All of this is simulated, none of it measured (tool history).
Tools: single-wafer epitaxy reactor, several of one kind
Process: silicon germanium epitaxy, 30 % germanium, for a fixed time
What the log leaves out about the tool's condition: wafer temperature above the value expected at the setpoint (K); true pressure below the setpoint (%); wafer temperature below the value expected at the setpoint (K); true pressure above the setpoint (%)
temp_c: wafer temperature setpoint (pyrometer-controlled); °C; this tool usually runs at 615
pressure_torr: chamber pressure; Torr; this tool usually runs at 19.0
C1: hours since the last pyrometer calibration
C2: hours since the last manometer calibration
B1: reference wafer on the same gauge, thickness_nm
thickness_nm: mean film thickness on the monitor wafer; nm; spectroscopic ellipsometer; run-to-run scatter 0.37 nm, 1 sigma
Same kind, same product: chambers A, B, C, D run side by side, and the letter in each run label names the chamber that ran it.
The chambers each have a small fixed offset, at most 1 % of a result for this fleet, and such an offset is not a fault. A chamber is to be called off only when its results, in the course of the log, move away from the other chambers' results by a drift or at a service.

run 1A day=0.204 | temp_c=615 pressure_torr=19.0 | C1=1267.9 C2=102.5 | B1=61.174 | thickness_nm=75.838
run 2B day=0.521 | temp_c=615 pressure_torr=19.0 | C1=282.5 C2=482.0 | B1=61.239 | thickness_nm=75.980
run 3C day=0.867 | temp_c=615 pressure_torr=19.0 | C1=2051.8 C2=722.7 | B1=61.184 | thickness_nm=75.538
run 4D day=1.033 | temp_c=615 pressure_torr=19.0 | C1=1555.9 C2=1536.9 | B1=61.200 | thickness_nm=75.635
run 5B day=1.283 | temp_c=615 pressure_torr=19.0 | C1=300.8 C2=500.3 | B1=61.210 | thickness_nm=75.620
run 6A day=1.496 | temp_c=615 pressure_torr=19.0 | C1=1298.9 C2=133.5 | B1=61.127 | thickness_nm=76.156
run 7C day=1.792 | temp_c=615 pressure_torr=19.0 | C1=2074.0 C2=744.9 | B1=61.100 | thickness_nm=75.227
run 8D day=2.150 | temp_c=615 pressure_torr=19.0 | C1=1582.7 C2=1563.7 | B1=61.170 | thickness_nm=75.357
run 9B day=2.329 | temp_c=615 pressure_torr=19.0 | C1=325.9 C2=525.4 | B1=61.184 | thickness_nm=75.815
run 10C day=2.688 | temp_c=615 pressure_torr=19.0 | C1=2095.5 C2=766.4 | B1=61.248 | thickness_nm=75.644
run 11A day=2.946 | temp_c=615 pressure_torr=19.0 | C1=1333.7 C2=168.3 | B1=61.255 | thickness_nm=75.498
run 12D day=3.117 | temp_c=615 pressure_torr=19.0 | C1=1605.9 C2=1586.9 | B1=61.211 | thickness_nm=76.034
run 13D day=3.333 | temp_c=615 pressure_torr=19.0 | C1=1611.1 C2=1592.1 | B1=61.207 | thickness_nm=75.319
run 14B day=3.558 | temp_c=622 pressure_torr=20.6 | C1=355.4 C2=554.9 | B1=61.178 | thickness_nm=88.887
run 15A day=3.788 | temp_c=622 pressure_torr=20.6 | C1=1353.9 C2=188.5 | B1=61.244 | thickness_nm=89.073
run 16C day=4.121 | temp_c=622 pressure_torr=20.6 | C1=2129.9 C2=800.8 | B1=61.188 | thickness_nm=87.800
run 17C day=4.425 | temp_c=622 pressure_torr=20.6 | C1=2137.2 C2=808.1 | B1=61.285 | thickness_nm=87.491
run 18B day=4.700 | temp_c=615 pressure_torr=19.0 | C1=382.8 C2=582.3 | B1=61.199 | thickness_nm=76.097
run 19A day=4.975 | temp_c=608 pressure_torr=19.0 | C1=1382.4 C2=217.0 | B1=61.192 | thickness_nm=66.921
run 20D day=5.142 | temp_c=608 pressure_torr=19.0 | C1=1654.5 C2=1635.5 | B1=61.239 | thickness_nm=64.616
run 21A day=5.400 | temp_c=608 pressure_torr=19.0 | C1=1392.6 C2=227.2 | B1=61.131 | thickness_nm=66.673
run 22B day=5.700 | temp_c=608 pressure_torr=19.0 | C1=406.8 C2=606.3 | B1=61.184 | thickness_nm=67.213
run 23D day=5.988 | temp_c=615 pressure_torr=19.0 | C1=1674.8 C2=1655.8 | B1=61.238 | thickness_nm=73.597
run 24C day=6.350 | temp_c=605 pressure_torr=20.7 | C1=2183.4 C2=854.3 | B1=61.259 | thickness_nm=65.473
run 25B day=6.538 | temp_c=605 pressure_torr=20.7 | C1=426.9 C2=626.4 | B1=61.223 | thickness_nm=65.516
-- day=6.675 chamber D: capacitance manometer re-zeroed and calibrated
run 26D day=6.879 | temp_c=605 pressure_torr=20.7 | C1=1696.2 C2=5.0 | B1=61.154 | thickness_nm=63.291
run 27C day=7.217 | temp_c=605 pressure_torr=20.7 | C1=2204.2 C2=875.1 | B1=61.234 | thickness_nm=65.253
run 28A day=7.562 | temp_c=615 pressure_torr=19.0 | C1=1444.5 C2=279.1 | B1=61.214 | thickness_nm=76.490
run 29D day=7.788 | temp_c=615 pressure_torr=19.0 | C1=1718.0 C2=26.8 | B1=61.250 | thickness_nm=71.539
run 30C day=8.104 | temp_c=615 pressure_torr=14.4 | C1=2225.5 C2=896.4 | B1=61.159 | thickness_nm=67.593
run 31B day=8.325 | temp_c=615 pressure_torr=14.4 | C1=469.8 C2=669.3 | B1=61.189 | thickness_nm=68.346

Which is it: a chamber that has drifted or been left off by a service, a gauge drift common to all chambers, or only each chamber's usual small offset? If a chamber is off, name it and its likeliest cause.

One chamber, D, drifts off from the rest bit by bit.
What lies behind it: wafer temperature below the value expected at the setpoint (K) = 3.41.

Here are 4 candidates for chamber D's next run, each the usual settings with a change, their results left as question marks. Which one brings its results back in line with what the others give on the usual settings?
In line here means within this much of the mean the other chambers give on the usual settings: thickness_nm 1.300 nm
run 32D-1 day=8.588 | temp_c=616 pressure_torr=19.1 | thickness_nm=?
run 32D-2 day=8.588 | temp_c=618 pressure_torr=19.4 | thickness_nm=?
run 32D-3 day=8.588 | temp_c=614 pressure_torr=18.9 | thickness_nm=?
run 32D-4 day=8.588 | temp_c=615 pressure_torr=16.0 | thickness_nm=?

The other chambers' mean on the usual settings: thickness_nm 75.686 nm
run=32D-1 thickness_nm=72.617
run=32D-2 thickness_nm=75.700
run=32D-3 thickness_nm=69.790
run=32D-4 thickness_nm=66.488
32D-2 brings the chamber back in line.
